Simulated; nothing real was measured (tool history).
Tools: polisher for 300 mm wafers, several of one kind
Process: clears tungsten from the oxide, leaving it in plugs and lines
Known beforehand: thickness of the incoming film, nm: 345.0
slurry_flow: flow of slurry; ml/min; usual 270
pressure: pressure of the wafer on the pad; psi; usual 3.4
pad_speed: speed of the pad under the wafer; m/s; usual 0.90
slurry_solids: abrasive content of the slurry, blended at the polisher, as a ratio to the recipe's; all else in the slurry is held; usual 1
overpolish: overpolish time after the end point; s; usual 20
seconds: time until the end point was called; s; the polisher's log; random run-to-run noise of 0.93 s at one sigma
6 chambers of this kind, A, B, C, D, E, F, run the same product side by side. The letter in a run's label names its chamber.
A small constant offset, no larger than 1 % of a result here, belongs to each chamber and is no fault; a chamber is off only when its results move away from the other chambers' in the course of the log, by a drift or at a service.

| run | day | slurry_flow | pressure | pad_speed | slurry_solids | overpolish | seconds |
|---|---|---|---|---|---|---|---|
|  | 0.183 | chamber F: worn pad replaced by a new one |
|  | 0.283 | chamber F: slurry tank refilled with fresh slurry and peroxide |
| 1E | 0.317 | 270 | 3.4 | 0.90 | 1 | 20 | 105.000 |
|  | 0.338 | chamber E: worn pad replaced by a new one |
| 2A | 0.529 | 270 | 3.4 | 0.90 | 1 | 20 | 105.160 |
|  | 0.608 | chamber D: slurry tank refilled with fresh slurry and peroxide |
|  | 0.692 | chamber A: head pressure recalibrated |
| 3C | 0.775 | 270 | 3.4 | 0.90 | 1 | 20 | 103.260 |
|  | 0.808 | chamber D: slurry nozzle cleaned |
|  | 0.892 | chamber B: slurry tank refilled with fresh slurry and peroxide |
| 4F | 1.033 | 270 | 3.4 | 0.90 | 1 | 20 | 106.750 |
| 5D | 1.196 | 270 | 3.4 | 0.90 | 1 | 20 | 102.600 |
|  | 1.288 | chamber C: worn pad replaced by a new one |
|  | 1.400 | chamber A: worn pad replaced by a new one |
| 6B | 1.504 | 270 | 3.4 | 0.90 | 1 | 20 | 105.040 |
| 7D | 1.767 | 270 | 3.4 | 0.90 | 1 | 20 | 106.000 |
| 8F | 1.917 | 270 | 2.9 | 0.90 | 1 | 20 | 124.510 |
|  | 1.929 | chamber D: worn pad replaced by a new one |
|  | 2.062 | chamber F: slurry tank refilled with fresh slurry and peroxide |
| 9B | 2.208 | 270 | 2.9 | 0.90 | 1 | 20 | 123.070 |
| 10A | 2.388 | 270 | 2.9 | 0.90 | 1 | 20 | 120.970 |
| 11E | 2.658 | 270 | 2.9 | 0.90 | 1 | 20 | 122.220 |
|  | 2.662 | chamber B: slurry tank refilled with fresh slurry and peroxide |
|  | 2.667 | chamber C: slurry tank refilled with fresh slurry and peroxide |
|  | 2.675 | chamber B: slurry nozzle cleaned |
| 12C | 2.921 | 270 | 2.9 | 0.90 | 1 | 20 | 124.560 |
| 13C | 3.221 | 270 | 2.9 | 0.90 | 1 | 20 | 123.530 |
|  | 3.229 | chamber D: slurry tank refilled with fresh slurry and peroxide |
|  | 3.338 | chamber C: slurry nozzle cleaned |
| 14E | 3.550 | 270 | 3.4 | 0.90 | 1 | 20 | 106.160 |
|  | 3.762 | chamber B: worn pad replaced by a new one |
| 15F | 3.817 | 270 | 3.4 | 1.14 | 1 | 20 | 82.341 |
|  | 3.871 | chamber F: slurry tank refilled with fresh slurry and peroxide |
| 16D | 4.025 | 270 | 3.4 | 1.14 | 1 | 20 | 83.737 |
| 17A | 4.175 | 270 | 3.4 | 1.14 | 1 | 20 | 82.410 |
|  | 4.350 | chamber B: slurry blender recalibrated |
| 18B | 4.371 | 270 | 3.4 | 1.14 | 1 | 20 | 83.553 |
|  | 4.388 | chamber A: slurry tank refilled with fresh slurry and peroxide |
|  | 4.667 | chamber B: slurry tank refilled with fresh slurry and peroxide |
| 19D | 4.704 | 270 | 3.4 | 1.14 | 1 | 20 | 82.877 |
| 20E | 4.942 | 270 | 3.4 | 1.14 | 1 | 20 | 83.894 |
| 21F | 5.104 | 270 | 3.4 | 0.90 | 1 | 20 | 106.070 |
| 22C | 5.279 | 270 | 3.4 | 0.90 | 1 | 20 | 107.820 |
| 23A | 5.438 | 270 | 3.4 | 0.90 | 1 | 20 | 103.050 |
| 24B | 5.642 | 270 | 3.4 | 0.90 | 1 | 20 | 105.430 |
|  | 5.696 | chamber F: slurry tank refilled with fresh slurry and peroxide |
|  | 5.862 | chamber D: slurry tank refilled with fresh slurry and peroxide |
|  | 5.958 | chamber A: worn pad replaced by a new one |
| 25C | 5.971 | 270 | 3.4 | 0.90 | 1 | 20 | 108.730 |
|  | 6.104 | chamber C: slurry tank refilled with fresh slurry and peroxide |
| 26A | 6.292 | 270 | 3.4 | 0.90 | 1 | 20 | 103.050 |
|  | 6.471 | chamber B: slurry tank refilled with fresh slurry and peroxide |
| 27F | 6.471 | 270 | 3.4 | 0.90 | 1 | 20 | 104.130 |
|  | 6.646 | chamber E: slurry tank refilled with fresh slurry and peroxide |
| 28E | 6.650 | 270 | 3.4 | 0.90 | 1 | 20 | 105.480 |
|  | 6.662 | chamber E: worn pad replaced by a new one |
| 29D | 6.808 | 270 | 3.4 | 0.90 | 1 | 20 | 105.850 |
| 30B | 7.121 | 270 | 3.4 | 0.90 | 1 | 20 | 104.550 |
| 31D | 7.325 | 270 | 3.4 | 0.90 | 1 | 20 | 105.170 |
|  | 7.333 | chamber F: slurry tank refilled with fresh slurry and peroxide |
| 32E | 7.567 | 270 | 3.4 | 0.90 | 1 | 20 | 106.560 |
| 33C | 7.858 | 270 | 3.4 | 0.90 | 1 | 20 | 110.680 |
|  | 7.950 | chamber F: slurry nozzle cleaned |
| 34F | 8.021 | 270 | 3.4 | 0.90 | 1 | 20 | 103.780 |
|  | 8.200 | chamber B: slurry tank refilled with fresh slurry and peroxide |
| 35A | 8.333 | 270 | 3.4 | 0.74 | 1 | 20 | 126.530 |
| 36B | 8.496 | 270 | 3.4 | 0.74 | 1 | 20 | 126.890 |
| 37E | 8.662 | 270 | 3.4 | 0.74 | 1 | 20 | 127.180 |

Decide between three cases: one chamber stands off from its peers, the gauge reading all wafers drifts, or nothing is wrong past each chamber's small offset. Where a chamber is off, say which and what most likely put it there.

Little by little, chamber C moves away from the other chambers.
Likeliest cause: abrasive missing from the slurry, % = 25.7.
With only this log, it may be confused with: head's pressure below its setpoint, %.

Here are 4 candidates for chamber C's next run, each the usual settings with a change, their results left as question marks. Which one brings its results back in line with what the others give on the usual settings?
Counts as in line when no further than this from what the other chambers average on the usual settings: seconds 3.300 s
| 38C-1 | 8.904 | 275 | 3.4 | 1.02 | 1.00 | 20 | ? |
| 38C-2 | 8.904 | 270 | 3.3 | 0.86 | 1.00 | 20 | ? |
| 38C-3 | 8.904 | 305 | 3.4 | 0.90 | 1.25 | 20 | ? |
| 38C-4 | 8.904 | 265 | 3.0 | 0.90 | 1.00 | 20 | ? |

The mean the other chambers reach with the usual settings: seconds 104.870 s
| run | seconds |
|---|---|
| 38C-1 | 98.521 |
| 38C-2 | 120.860 |
| 38C-3 | 105.050 |
| 38C-4 | 127.420 |
38C-3 brings the chamber back in line.
